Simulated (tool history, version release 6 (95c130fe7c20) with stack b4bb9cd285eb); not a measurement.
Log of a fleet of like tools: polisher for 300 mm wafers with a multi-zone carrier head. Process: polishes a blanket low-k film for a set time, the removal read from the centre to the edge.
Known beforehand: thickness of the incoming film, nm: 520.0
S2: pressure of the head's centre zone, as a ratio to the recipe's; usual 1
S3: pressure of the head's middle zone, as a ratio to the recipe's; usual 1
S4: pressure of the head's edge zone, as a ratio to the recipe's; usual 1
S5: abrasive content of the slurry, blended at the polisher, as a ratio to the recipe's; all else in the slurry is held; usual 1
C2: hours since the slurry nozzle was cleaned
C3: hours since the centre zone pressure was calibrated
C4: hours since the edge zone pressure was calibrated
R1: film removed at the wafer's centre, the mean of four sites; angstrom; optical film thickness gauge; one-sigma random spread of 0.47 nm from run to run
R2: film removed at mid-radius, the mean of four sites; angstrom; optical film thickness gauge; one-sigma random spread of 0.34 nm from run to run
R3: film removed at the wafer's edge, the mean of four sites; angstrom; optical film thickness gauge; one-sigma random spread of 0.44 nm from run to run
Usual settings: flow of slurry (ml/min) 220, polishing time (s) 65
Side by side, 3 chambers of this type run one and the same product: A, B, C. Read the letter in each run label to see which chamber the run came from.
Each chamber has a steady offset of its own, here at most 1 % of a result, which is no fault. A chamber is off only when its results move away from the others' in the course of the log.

At hour 0.2: chamber A: centre zone pressure recalibrated.
Run 1C, hour 6.8: usual settings; wafers polished on this pad 636; C2 251; C3 251.2; C4 1136.3. Result: R1 316.71 angstrom, R2 314.93 angstrom, R3 320.78 angstrom.
Run 2A, hour 14.7: usual settings; wafers polished on this pad 265; C2 190.1; C3 14.6; C4 345.4. Result: R1 313.84 angstrom, R2 318.1 angstrom, R3 318.14 angstrom.
At hour 18.7: chamber B: worn pad replaced by a new one.
Run 3B, hour 20: usual settings; wafers polished on this pad 16; C2 459.6; C3 941.7; C4 709.8. Result: R1 313.38 angstrom, R2 317.33 angstrom, R3 319.49 angstrom.
Run 4A, hour 27.2: usual settings; wafers polished on this pad 425; C2 202.6; C3 27.1; C4 357.9. Result: R1 308.1 angstrom, R2 320.17 angstrom, R3 309.04 angstrom.
Run 5B, hour 31.8: usual settings but flow of slurry (ml/min) 185, S3 1.08; wafers polished on this pad 167; C2 471.4; C3 953.5; C4 721.6. Result: R1 304.04 angstrom, R2 336.21 angstrom, R3 311.53 angstrom.
Run 6C, hour 38.6: usual settings but flow of slurry (ml/min) 185, S3 1.08; wafers polished on this pad 1042; C2 282.8; C3 283; C4 1168.1. Result: R1 308.93 angstrom, R2 332.97 angstrom, R3 315.88 angstrom.
At hour 39.9: chamber C: worn pad replaced by a new one.
Run 7B, hour 44.9: usual settings but flow of slurry (ml/min) 185, S3 1.08; wafers polished on this pad 334; C2 484.5; C3 966.6; C4 734.7. Result: R1 308.97 angstrom, R2 329.52 angstrom, R3 307.12 angstrom.
At hour 52.3: chamber A: worn pad replaced by a new one.
Run 8A, hour 52.7: usual settings; wafers polished on this pad 6; C2 228.1; C3 52.6; C4 383.4. Result: R1 323.35 angstrom, R2 319.28 angstrom, R3 319.94 angstrom.
Run 9C, hour 59.1: usual settings; wafers polished on this pad 245; C2 303.3; C3 303.5; C4 1188.6. Result: R1 313.56 angstrom, R2 318.21 angstrom, R3 315.62 angstrom.
Run 10A, hour 65.9: usual settings; wafers polished on this pad 174; C2 241.3; C3 65.8; C4 396.6. Result: R1 320.36 angstrom, R2 317.87 angstrom, R3 308.74 angstrom.
Run 11B, hour 73.8: usual settings; wafers polished on this pad 703; C2 513.4; C3 995.5; C4 763.6. Result: R1 319.54 angstrom, R2 319.94 angstrom, R3 322.8 angstrom.
At hour 81.9: chamber B: worn pad replaced by a new one.
Run 12C, hour 81.9: usual settings; wafers polished on this pad 536; C2 326.1; C3 326.3; C4 1211.4. Result: R1 316.29 angstrom, R2 316.28 angstrom, R3 316.56 angstrom.
At hour 86.8: chamber C: slurry nozzle cleaned.
Run 13B, hour 88.5: usual settings but S3 1.04, S4 0.9; wafers polished on this pad 85; C2 528.1; C3 1010.2; C4 778.3. Result: R1 316.99 angstrom, R2 330.58 angstrom, R3 296.06 angstrom.
Run 14A, hour 98.1: usual settings but S3 1.04, S4 0.9; wafers polished on this pad 585; C2 273.5; C3 98; C4 428.8. Result: R1 310.2 angstrom, R2 325.21 angstrom, R3 301.52 angstrom.
At hour 98.6: chamber C: centre zone pressure recalibrated.
Run 15C, hour 103.6: usual settings but S3 1.04, S4 0.9; wafers polished on this pad 813; C2 16.9; C3 5.1; C4 1233.1. Result: R1 310.66 angstrom, R2 327.67 angstrom, R3 297.89 angstrom.
At hour 103.9: chamber A: worn pad replaced by a new one.
Run 16C, hour 113.5: usual settings; wafers polished on this pad 940; C2 26.8; C3 15; C4 1243. Result: R1 309.71 angstrom, R2 314.96 angstrom, R3 321.19 angstrom.
Run 17A, hour 122.2: usual settings; wafers polished on this pad 234; C2 297.6; C3 122.1; C4 452.9. Result: R1 320.86 angstrom, R2 316.16 angstrom, R3 317.3 angstrom.
At hour 125.5: chamber C: worn pad replaced by a new one.
Run 18B, hour 130.2: usual settings; wafers polished on this pad 617; C2 569.8; C3 1051.9; C4 820. Result: R1 309.9 angstrom, R2 321.77 angstrom, R3 316.39 angstrom.
Run 19C, hour 138.9: usual settings; wafers polished on this pad 171; C2 52.2; C3 40.4; C4 1268.4. Result: R1 309.71 angstrom, R2 316.09 angstrom, R3 321.6 angstrom.
At hour 143.4: chamber B: worn pad replaced by a new one.
Run 20B, hour 147.7: usual settings; wafers polished on this pad 56; C2 587.3; C3 1069.4; C4 837.5. Result: R1 313.26 angstrom, R2 322.12 angstrom, R3 324.73 angstrom.
At hour 148.1: chamber A: edge zone pressure recalibrated.
Run 21A, hour 152.4: usual settings; wafers polished on this pad 620; C2 327.8; C3 152.3; C4 4.3. Result: R1 307 angstrom, R2 307.78 angstrom, R3 314.27 angstrom.
Run 22A, hour 161.8: usual settings; wafers polished on this pad 740; C2 337.2; C3 161.7; C4 13.7. Result: R1 305.44 angstrom, R2 308.64 angstrom, R3 310.21 angstrom.
Run 23C, hour 168.2: usual settings; wafers polished on this pad 545; C2 81.5; C3 69.7; C4 1297.7. Result: R1 321.32 angstrom, R2 321.58 angstrom, R3 318.98 angstrom.
At hour 170.2: chamber A: worn pad replaced by a new one.
Run 24B, hour 176: usual settings; wafers polished on this pad 417; C2 615.6; C3 1097.7; C4 865.8. Result: R1 316.04 angstrom, R2 312.05 angstrom, R3 326.15 angstrom.
At hour 180.9: chamber B: edge zone pressure recalibrated.
Run 25C, hour 181.7: usual settings but S3 0.9, S5 1.3; wafers polished on this pad 717; C2 95; C3 83.2; C4 1311.2. Result: R1 356.54 angstrom, R2 312.62 angstrom, R3 355.65 angstrom.
At hour 182.9: chamber B: centre zone pressure recalibrated.
At hour 189.9: chamber C: edge zone pressure recalibrated.
Run 26B, hour 190.8: usual settings but S3 0.9, S5 1.3; wafers polished on this pad 606; C2 630.4; C3 8; C4 10. Result: R1 358.18 angstrom, R2 319.61 angstrom, R3 363 angstrom.
At hour 195.4: chamber C: worn pad replaced by a new one.
Run 27A, hour 198.2: usual settings but S3 0.9, S5 1.3; wafers polished on this pad 357; C2 373.6; C3 198.1; C4 50.1. Result: R1 336.1 angstrom, R2 309.82 angstrom, R3 343.97 angstrom.
Run 28C, hour 203.2: usual settings; wafers polished on this pad 100; C2 116.5; C3 104.7; C4 13.3. Result: R1 319.25 angstrom, R2 319.95 angstrom, R3 321.69 angstrom.
At hour 203.3: chamber B: worn pad replaced by a new one.
Run 29A, hour 208.2: usual settings; wafers polished on this pad 485; C2 383.6; C3 208.1; C4 60.1. Result: R1 300.75 angstrom, R2 306.48 angstrom, R3 316.21 angstrom.
At hour 212.9: chamber B: slurry nozzle cleaned.
Run 30B, hour 216.1: usual settings; wafers polished on this pad 163; C2 3.3; C3 33.3; C4 35.3. Result: R1 310.82 angstrom, R2 322.97 angstrom, R3 318.43 angstrom.
Run 31C, hour 221.2: usual settings; wafers polished on this pad 330; C2 134.5; C3 122.7; C4 31.3. Result: R1 320.14 angstrom, R2 312.97 angstrom, R3 322.14 angstrom.
Run 32B, hour 228.3: usual settings but S2 0.95; wafers polished on this pad 319; C2 15.5; C3 45.5; C4 47.5. Result: R1 296.18 angstrom, R2 315.46 angstrom, R3 316.2 angstrom.
At hour 231.8: chamber A: worn pad replaced by a new one.
Run 33A, hour 236: usual settings but S2 0.95; wafers polished on this pad 54; C2 411.4; C3 235.9; C4 87.9. Result: R1 276.13 angstrom, R2 302.61 angstrom, R3 304.35 angstrom.
Run 34A, hour 242.5: usual settings but S2 0.95; wafers polished on this pad 137; C2 417.9; C3 242.4; C4 94.4. Result: R1 280.69 angstrom, R2 298.53 angstrom, R3 299.55 angstrom.
Run 35B, hour 250.3: usual settings; wafers polished on this pad 600; C2 37.5; C3 67.5; C4 69.5. Result: R1 320 angstrom, R2 316.59 angstrom, R3 309.71 angstrom.
Run 36C, hour 260.4: usual settings; wafers polished on this pad 830; C2 173.7; C3 161.9; C4 70.5. Result: R1 324.42 angstrom, R2 315.96 angstrom, R3 318.65 angstrom.
Run 37C, hour 269.2: usual settings; wafers polished on this pad 943; C2 182.5; C3 170.7; C4 79.3. Result: R1 321.61 angstrom, R2 324.06 angstrom, R3 315.3 angstrom.

All 3 chambers run these settings next. Forecast each chamber's results:
Run 38A, hour 276.4: usual settings but S4 0.89. Result: R1 ?, R2 ?, R3 ?.
Run 38B, hour 276.4: usual settings but S4 0.89. Result: R1 ?, R2 ?, R3 ?.
Run 38C, hour 276.4: usual settings but S4 0.89. Result: R1 ?, R2 ?, R3 ?.

run      R1      R2      R3
38A  286.33  294.44  282.24
38B  318.56  318.38  303.82
38C  315.52     316  307.25
